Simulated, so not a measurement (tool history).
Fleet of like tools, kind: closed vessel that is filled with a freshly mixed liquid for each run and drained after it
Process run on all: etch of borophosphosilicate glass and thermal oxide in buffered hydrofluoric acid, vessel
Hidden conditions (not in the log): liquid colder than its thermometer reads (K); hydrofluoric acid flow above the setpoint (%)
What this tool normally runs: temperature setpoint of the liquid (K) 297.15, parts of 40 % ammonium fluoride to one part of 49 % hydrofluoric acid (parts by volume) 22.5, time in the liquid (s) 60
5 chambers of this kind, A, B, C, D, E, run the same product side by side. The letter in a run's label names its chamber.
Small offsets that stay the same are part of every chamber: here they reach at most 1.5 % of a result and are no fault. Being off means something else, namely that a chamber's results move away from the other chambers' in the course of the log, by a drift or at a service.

run,hour,temperature setpoint of the liquid (K),parts of 40 % ammonium fluoride to one part of 49 % hydrofluoric acid (parts by volume),time in the liquid (s),hours since the thermometer was replaced,hours since the hydrofluoric acid flow meter was replaced,"read-back film thickness of the borophosphosilicate glass reference wafer, read on the same gauge (nm)","read-back film thickness of the thermal oxide reference wafer, read on the same gauge (nm)",thickness taken off the borophosphosilicate glass on a monitor wafer (Å),thickness taken off the thermal oxide on a monitor wafer (Å)
1B,6.2,297.15,22.5,60,1187.0,1016.5,120.01,79.973,349.03,322.37
2A,11.4,297.15,22.5,60,704.1,1311.4,120.00,80.032,345.04,311.65
3C,18.3,297.15,22.5,60,1925.8,53.1,119.97,80.002,344.71,324.46
4D,23.6,297.15,22.5,60,1428.6,1272.4,119.99,79.996,351.68,316.90
5E,28.4,297.15,22.5,60,1581.9,1048.4,119.99,79.984,348.51,314.53
6D,34.5,297.15,22.5,60,1439.5,1283.3,120.00,80.022,353.39,319.80
7C,39.5,297.15,22.5,60,1947.0,74.3,120.00,79.999,346.47,321.68
8E,42.9,302.15,22.5,30,1596.4,1062.9,120.03,79.999,226.27,210.22
9A,50.0,302.15,22.5,30,742.7,1350.0,119.99,79.981,232.04,207.02
10B,54.4,302.15,22.5,30,1235.2,1064.7,120.00,80.001,229.85,210.74
11B,58.8,302.15,22.5,30,1239.6,1069.1,120.01,79.965,231.25,213.55
12A,65.0,302.15,22.5,30,757.7,1365.0,120.05,80.011,228.17,206.22
13E,69.2,293.15,22.5,60,1622.7,1089.2,120.01,79.986,282.16,255.30
14C,74.7,293.15,22.5,60,1982.2,109.5,119.99,79.978,282.53,257.70
15D,81.2,293.15,22.5,60,1486.2,1330.0,120.02,79.994,285.06,256.75
16B,84.6,293.15,22.5,60,1265.4,1094.9,120.00,80.025,279.88,258.27
17A,88.4,293.15,22.5,60,781.1,1388.4,119.98,79.989,287.24,254.19
18D,95.2,297.15,22.5,60,1500.2,1344.0,119.99,79.998,353.05,319.94
19E,101.6,297.15,22.5,60,1655.1,1121.6,119.99,80.011,347.81,317.14
20C,106.3,297.15,22.5,60,2013.8,141.1,120.00,79.979,345.22,321.25
21A,109.6,297.15,22.5,60,802.3,1409.6,119.98,79.963,346.96,315.72
22D,116.5,297.15,22.5,60,1521.5,1365.3,120.01,80.000,348.26,324.81
23C,121.4,299.15,22.5,60,2028.9,156.2,120.05,79.993,387.06,358.93
24E,126.2,299.15,22.5,60,1679.7,1146.2,120.02,80.015,387.41,356.75
25B,130.0,299.15,22.5,60,1310.8,1140.3,120.03,79.977,389.95,359.45
26D,137.0,299.15,22.5,60,1542.0,1385.8,120.00,80.008,385.57,355.67
27C,144.0,299.15,22.5,60,2051.5,178.8,120.00,79.991,387.26,358.59
28A,148.8,297.15,22.5,60,841.5,1448.8,120.01,80.003,347.81,314.97
29E,152.8,297.15,22.5,60,1706.3,1172.8,120.03,80.000,352.90,321.23
30B,157.2,297.15,22.5,60,1338.0,1167.5,120.00,79.992,348.25,321.29
31B,162.6,297.15,22.5,60,1343.4,1172.9,120.00,80.010,352.57,323.76
32A,169.0,297.15,22.5,60,861.7,1469.0,120.00,79.957,355.44,323.56
33D,172.7,295.65,19.0,60,1577.7,1421.5,119.98,80.006,371.38,337.86
34E,176.3,295.65,19.0,60,1729.8,1196.3,120.03,79.992,368.27,335.50
35C,183.7,295.65,19.0,60,2091.2,218.5,120.00,80.018,362.55,338.09
36A,190.5,295.65,19.0,60,883.2,1490.5,120.02,80.032,368.76,330.24
37D,194.5,295.65,19.0,60,1599.5,1443.3,120.02,80.023,366.12,339.33
38B,200.2,297.15,22.5,60,1381.0,1210.5,120.05,79.999,346.11,320.34
39C,203.8,297.15,22.5,60,2111.3,238.6,119.99,80.002,343.54,326.59

Each of the 5 chambers runs these same settings next. Fill in every chamber's results:
40A,209.1,297.15,17.5,60,,,,,?,?
40B,209.1,297.15,17.5,60,,,,,?,?
40C,209.1,297.15,17.5,60,,,,,?,?
40D,209.1,297.15,17.5,60,,,,,?,?
40E,209.1,297.15,17.5,60,,,,,?,?

run,thickness taken off the borophosphosilicate glass on a monitor wafer (Å),thickness taken off the thermal oxide on a monitor wafer (Å)
40A,428.35,393.54
40B,435.74,397.81
40C,429.02,400.94
40D,431.27,391.45
40E,423.66,394.25
